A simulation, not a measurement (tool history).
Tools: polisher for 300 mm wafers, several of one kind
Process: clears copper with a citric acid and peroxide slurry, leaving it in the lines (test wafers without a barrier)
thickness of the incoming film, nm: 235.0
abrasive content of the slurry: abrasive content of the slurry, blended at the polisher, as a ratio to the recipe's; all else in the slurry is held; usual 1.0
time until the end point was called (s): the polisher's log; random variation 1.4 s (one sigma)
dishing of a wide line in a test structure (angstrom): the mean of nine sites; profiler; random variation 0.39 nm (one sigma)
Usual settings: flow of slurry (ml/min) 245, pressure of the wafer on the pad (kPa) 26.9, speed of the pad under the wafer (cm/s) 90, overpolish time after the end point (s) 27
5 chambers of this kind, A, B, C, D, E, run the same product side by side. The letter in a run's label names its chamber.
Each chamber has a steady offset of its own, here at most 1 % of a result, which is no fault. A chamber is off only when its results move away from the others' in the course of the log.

run	hour	flow of slurry (ml/min)	pressure of the wafer on the pad (kPa)	speed of the pad under the wafer (cm/s)	abrasive content of the slurry	overpolish time after the end point (s)	wafers polished on this pad	hours since the slurry nozzle was cleaned	hours since the head pressure was calibrated	hours since the slurry blender was calibrated	time until the end point was called (s)	dishing of a wide line in a test structure (angstrom)
1E	11.8	245	26.9	90	1.0	27	132	215.6	651.4	394.4	89.510	355.33
# hour 22.4: chamber A: worn pad replaced by a new one
2A	24.7	245	26.9	90	1.0	27	24	78.1	714.9	36.3	85.821	357.05
# hour 27.9: chamber D: slurry blender recalibrated
3B	34.9	245	26.9	90	1.0	27	876	857.7	703.9	85.2	90.260	352.15
# hour 41.7: chamber C: worn pad replaced by a new one
# hour 43.7: chamber E: slurry blender recalibrated
4D	44.4	245	26.9	90	1.0	27	890	175.5	345.6	16.6	90.925	356.04
5C	55.7	245	26.9	90	1.0	27	149	453.9	897.0	141.4	88.133	355.39
# hour 60.3: chamber B: worn pad replaced by a new one
6D	62.7	245	26.9	90	1.0	39	1086	193.8	363.9	34.9	87.465	429.36
7A	71.1	245	26.9	90	1.0	39	519	124.5	761.3	82.7	89.126	438.79
# hour 78.7: chamber D: worn pad replaced by a new one
# hour 79.5: chamber B: slurry blender recalibrated
8B	82.4	245	26.9	90	1.0	39	236	905.2	751.4	2.9	86.121	427.76
# hour 86.1: chamber C: slurry nozzle cleaned
9E	94.1	245	26.9	90	1.0	39	1010	297.9	733.7	50.4	86.608	426.85
# hour 99.0: chamber E: worn pad replaced by a new one
# hour 104.6: chamber E: head pressure recalibrated
# hour 105.1: chamber A: worn pad replaced by a new one
10C	105.2	245	26.9	90	1.0	39	677	19.1	946.5	190.9	89.325	426.62
11A	114.9	245	26.9	90	1.0	27	104	168.3	805.1	126.5	89.614	362.29
12C	122.5	245	26.9	90	1.0	27	861	36.4	963.8	208.2	90.296	354.65
# hour 124.4: chamber E: slurry nozzle cleaned
# hour 126.9: chamber C: worn pad replaced by a new one
13E	134.1	245	26.9	90	1.0	27	374	9.7	29.6	90.4	89.452	358.29
14B	140.5	245	26.9	90	1.0	27	855	963.3	809.5	61.0	90.294	361.19
# hour 141.4: chamber B: worn pad replaced by a new one
15D	152.0	245	26.9	90	1.0	27	781	283.1	453.2	124.2	88.017	360.97
16C	161.5	245	31.0	90	1.0	27	369	75.4	1002.8	247.2	77.526	389.62
17A	169.5	245	31.0	90	1.0	27	686	222.9	859.7	181.1	77.373	389.34
# hour 179.5: chamber E: worn pad replaced by a new one
18B	179.5	245	31.0	90	1.0	27	406	1002.3	848.5	100.0	77.277	387.45
19E	186.3	245	31.0	90	1.0	27	72	61.9	81.8	142.6	77.757	390.25
# hour 192.5: chamber B: slurry nozzle cleaned
20D	200.5	245	31.0	90	1.0	27	1299	331.6	501.7	172.7	77.990	386.64
# hour 202.3: chamber A: worn pad replaced by a new one
# hour 208.3: chamber D: worn pad replaced by a new one
21B	213.8	245	26.9	90	1.0	27	772	21.3	882.8	134.3	87.682	352.71
# hour 215.3: chamber C: slurry blender recalibrated
# hour 219.6: chamber D: slurry blender recalibrated
# hour 222.8: chamber B: slurry blender recalibrated
# hour 225.6: chamber B: worn pad replaced by a new one
# hour 226.6: chamber A: slurry nozzle cleaned
22C	227.4	245	26.9	116	1.0	27	1072	141.3	1068.7	12.1	69.124	412.66
# hour 231.2: chamber C: worn pad replaced by a new one
23D	234.9	245	26.9	116	1.0	27	283	366.0	536.1	15.4	66.465	404.71
24E	247.5	245	26.9	116	1.0	27	725	123.1	143.0	203.8	70.366	403.43
25A	254.4	245	26.9	116	1.0	27	556	27.8	944.6	266.0	69.350	411.15
# hour 260.6: chamber E: worn pad replaced by a new one
26C	266.2	245	26.9	116	1.0	27	373	180.1	1107.5	50.9	69.799	408.61
27E	275.4	245	26.9	90	1.0	27	158	151.0	170.9	231.7	89.703	361.21
# hour 280.4: chamber C: head pressure recalibrated
28B	289.1	245	26.9	90	1.0	27	677	96.6	958.1	66.4	88.070	359.87
# hour 296.2: chamber A: worn pad replaced by a new one
29A	303.6	245	26.9	90	1.0	27	79	77.0	993.8	315.2	87.771	362.05
30D	315.2	245	26.9	90	1.0	27	1139	446.3	616.4	95.7	89.115	355.83
# hour 321.5: chamber B: worn pad replaced by a new one
31C	326.4	245	26.9	90	1.0	27	1015	240.3	46.0	111.1	86.525	362.85
# hour 328.5: chamber C: worn pad replaced by a new one
# hour 337.1: chamber D: worn pad replaced by a new one
32E	337.1	245	26.9	90	1.0	27	816	212.7	232.6	293.4	89.250	355.84
33A	346.7	245	26.9	90	1.0	27	539	120.1	1036.9	358.3	86.527	367.02
# hour 349.3: chamber E: worn pad replaced by a new one
34B	354.4	245	26.9	90	1.0	27	351	161.9	1023.4	131.7	88.606	360.58
35D	366.8	245	26.9	90	1.0	27	316	497.9	668.0	147.3	89.627	354.13
# hour 374.3: chamber B: slurry blender recalibrated
# hour 374.9: chamber A: slurry blender recalibrated
36A	378.0	245	26.9	90	1.0	27	872	151.4	1068.2	3.2	88.280	364.75
37D	392.2	245	35.9	90	1.0	27	587	523.3	693.4	172.7	68.784	413.72
# hour 393.7: chamber A: worn pad replaced by a new one
38C	402.0	245	35.9	90	1.0	27	784	315.9	121.6	186.7	67.300	424.31
# hour 404.6: chamber B: worn pad replaced by a new one
# hour 407.9: chamber D: slurry blender recalibrated
39E	411.8	245	35.9	90	1.0	27	666	287.4	307.3	368.1	68.147	426.00
# hour 418.9: chamber C: worn pad replaced by a new one
# hour 425.1: chamber A: head pressure recalibrated
40B	426.1	245	35.9	90	1.0	27	229	233.6	1095.1	51.8	67.202	417.69
# hour 437.4: chamber E: slurry nozzle cleaned
41C	440.2	245	35.9	90	1.0	27	227	354.1	159.8	224.9	66.793	427.88
# hour 442.1: chamber D: worn pad replaced by a new one
# hour 442.8: chamber E: worn pad replaced by a new one
42D	447.7	245	26.9	90	1.0	27	59	578.8	748.9	39.9	87.740	358.64
# hour 452.2: chamber E: slurry blender recalibrated
# hour 453.0: chamber A: slurry nozzle cleaned
43E	457.7	245	26.9	90	1.0	27	159	20.3	353.2	5.6	88.037	357.01
44A	472.4	245	26.9	90	1.0	27	839	19.5	47.4	97.6	89.781	362.60

What goes on in this fleet: one chamber off, a drifting gauge, or nothing beyond the chambers' own small offsets? Name the chamber and the cause, if any.

No chamber stands off beyond its own small offset, and the gauge holds steady.
